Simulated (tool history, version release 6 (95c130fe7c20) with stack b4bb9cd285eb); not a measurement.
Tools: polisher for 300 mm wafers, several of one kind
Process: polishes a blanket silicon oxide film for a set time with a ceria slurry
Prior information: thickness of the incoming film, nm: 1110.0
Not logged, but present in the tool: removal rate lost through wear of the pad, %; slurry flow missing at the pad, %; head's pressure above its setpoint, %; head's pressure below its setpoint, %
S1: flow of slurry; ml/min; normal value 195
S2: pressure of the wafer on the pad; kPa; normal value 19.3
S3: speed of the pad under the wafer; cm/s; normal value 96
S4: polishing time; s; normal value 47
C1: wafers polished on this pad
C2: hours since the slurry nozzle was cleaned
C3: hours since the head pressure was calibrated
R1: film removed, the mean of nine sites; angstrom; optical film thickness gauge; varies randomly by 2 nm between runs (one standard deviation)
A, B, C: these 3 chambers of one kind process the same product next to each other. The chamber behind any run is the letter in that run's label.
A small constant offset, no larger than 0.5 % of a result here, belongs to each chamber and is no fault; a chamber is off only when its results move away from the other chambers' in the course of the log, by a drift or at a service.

Run 1B, day 0.438: usual settings; C1 527; C2 166; C3 206.5. Result: R1 1544 angstrom.
Run 2A, day 0.908: usual settings; C1 1045; C2 89.1; C3 116.2. Result: R1 1545.2 angstrom.
At day 1.083: chamber C: worn pad replaced by a new one.
Run 3C, day 1.188: usual settings; C1 34; C2 300.4; C3 240.8. Result: R1 1499.4 angstrom.
At day 1.262: chamber A: worn pad replaced by a new one.
Run 4C, day 1.571: usual settings; C1 159; C2 309.6; C3 250. Result: R1 1522.2 angstrom.
Run 5A, day 2.029: usual settings; C1 250; C2 116; C3 143.1. Result: R1 1541.1 angstrom.
Run 6B, day 2.304: usual settings; C1 1137; C2 210.8; C3 251.3. Result: R1 1552.6 angstrom.
Run 7C, day 2.65: usual settings; C1 512; C2 335.5; C3 275.9. Result: R1 1536.8 angstrom.
Run 8B, day 3.046: usual settings; C1 1379; C2 228.6; C3 269.1. Result: R1 1514.9 angstrom.
At day 3.238: chamber C: slurry nozzle cleaned.
At day 3.317: chamber C: worn pad replaced by a new one.
Run 9A, day 3.433: usual settings; C1 709; C2 149.7; C3 176.8. Result: R1 1519 angstrom.
Run 10A, day 3.8: usual settings; C1 829; C2 158.5; C3 185.6. Result: R1 1535.6 angstrom.
Run 11C, day 4.092: usual settings; C1 254; C2 20.5; C3 310.5. Result: R1 1573.7 angstrom.
Run 12B, day 4.45: usual settings; C1 1838; C2 262.3; C3 302.8. Result: R1 1501.3 angstrom.
Run 13C, day 4.871: usual settings; C1 508; C2 39.2; C3 329.2. Result: R1 1540.7 angstrom.
Run 14B, day 5.475: usual settings; C1 2173; C2 286.9; C3 327.4. Result: R1 1478.3 angstrom.
At day 5.583: chamber A: worn pad replaced by a new one.
Run 15A, day 5.754: usual settings; C1 56; C2 205.4; C3 232.5. Result: R1 1542.1 angstrom.
At day 5.838: chamber C: worn pad replaced by a new one.
Run 16C, day 6.354: usual settings; C1 169; C2 74.8; C3 364.8. Result: R1 1515.7 angstrom.
Run 17B, day 6.767: usual settings; C1 2595; C2 317.9; C3 358.4. Result: R1 1477.7 angstrom.
Run 18A, day 7.242: usual settings; C1 542; C2 241.1; C3 268.2. Result: R1 1519.8 angstrom.
Run 19B, day 7.85: usual settings; C1 2949; C2 343.9; C3 384.4. Result: R1 1458.6 angstrom.
Run 20A, day 8.258: usual settings; C1 874; C2 265.5; C3 292.6. Result: R1 1485.7 angstrom.
At day 8.542: chamber C: worn pad replaced by a new one.
Run 21C, day 8.621: usual settings; C1 26; C2 129.2; C3 419.2. Result: R1 1554.2 angstrom.
Run 22B, day 9.229: usual settings but S1 235 ml/min; C1 3399; C2 377; C3 417.5. Result: R1 1456.8 angstrom.
At day 9.321: chamber A: worn pad replaced by a new one.
Run 23A, day 9.833: usual settings but S1 235 ml/min; C1 168; C2 303.3; C3 330.4. Result: R1 1535.9 angstrom.
Run 24C, day 10.271: usual settings but S1 235 ml/min; C1 565; C2 168.8; C3 458.8. Result: R1 1537.2 angstrom.
At day 10.308: chamber A: slurry nozzle cleaned.
Run 25C, day 10.579: usual settings; C1 666; C2 176.2; C3 466.2. Result: R1 1527.9 angstrom.
Run 26B, day 10.958: usual settings; C1 3964; C2 418.5; C3 459. Result: R1 1421.5 angstrom.
At day 10.979: chamber C: worn pad replaced by a new one.
Run 27A, day 11.433: usual settings but S3 120 cm/s, S4 57 s; C1 690; C2 27; C3 368.8. Result: R1 2290.6 angstrom.
Run 28B, day 12.042: usual settings but S3 120 cm/s, S4 57 s; C1 4318; C2 444.5; C3 485. Result: R1 2108.8 angstrom.
Run 29C, day 12.462: usual settings but S3 120 cm/s, S4 57 s; C1 485; C2 221.4; C3 511.4. Result: R1 2355.6 angstrom.

All 3 chambers run these settings next. Forecast each chamber's results:
Run 30A, day 12.904: usual settings. Result: R1 ?.
Run 30B, day 12.904: usual settings. Result: R1 ?.
Run 30C, day 12.904: usual settings. Result: R1 ?.

run      R1
30A  1506.9
30B  1366.5
30C  1536.8
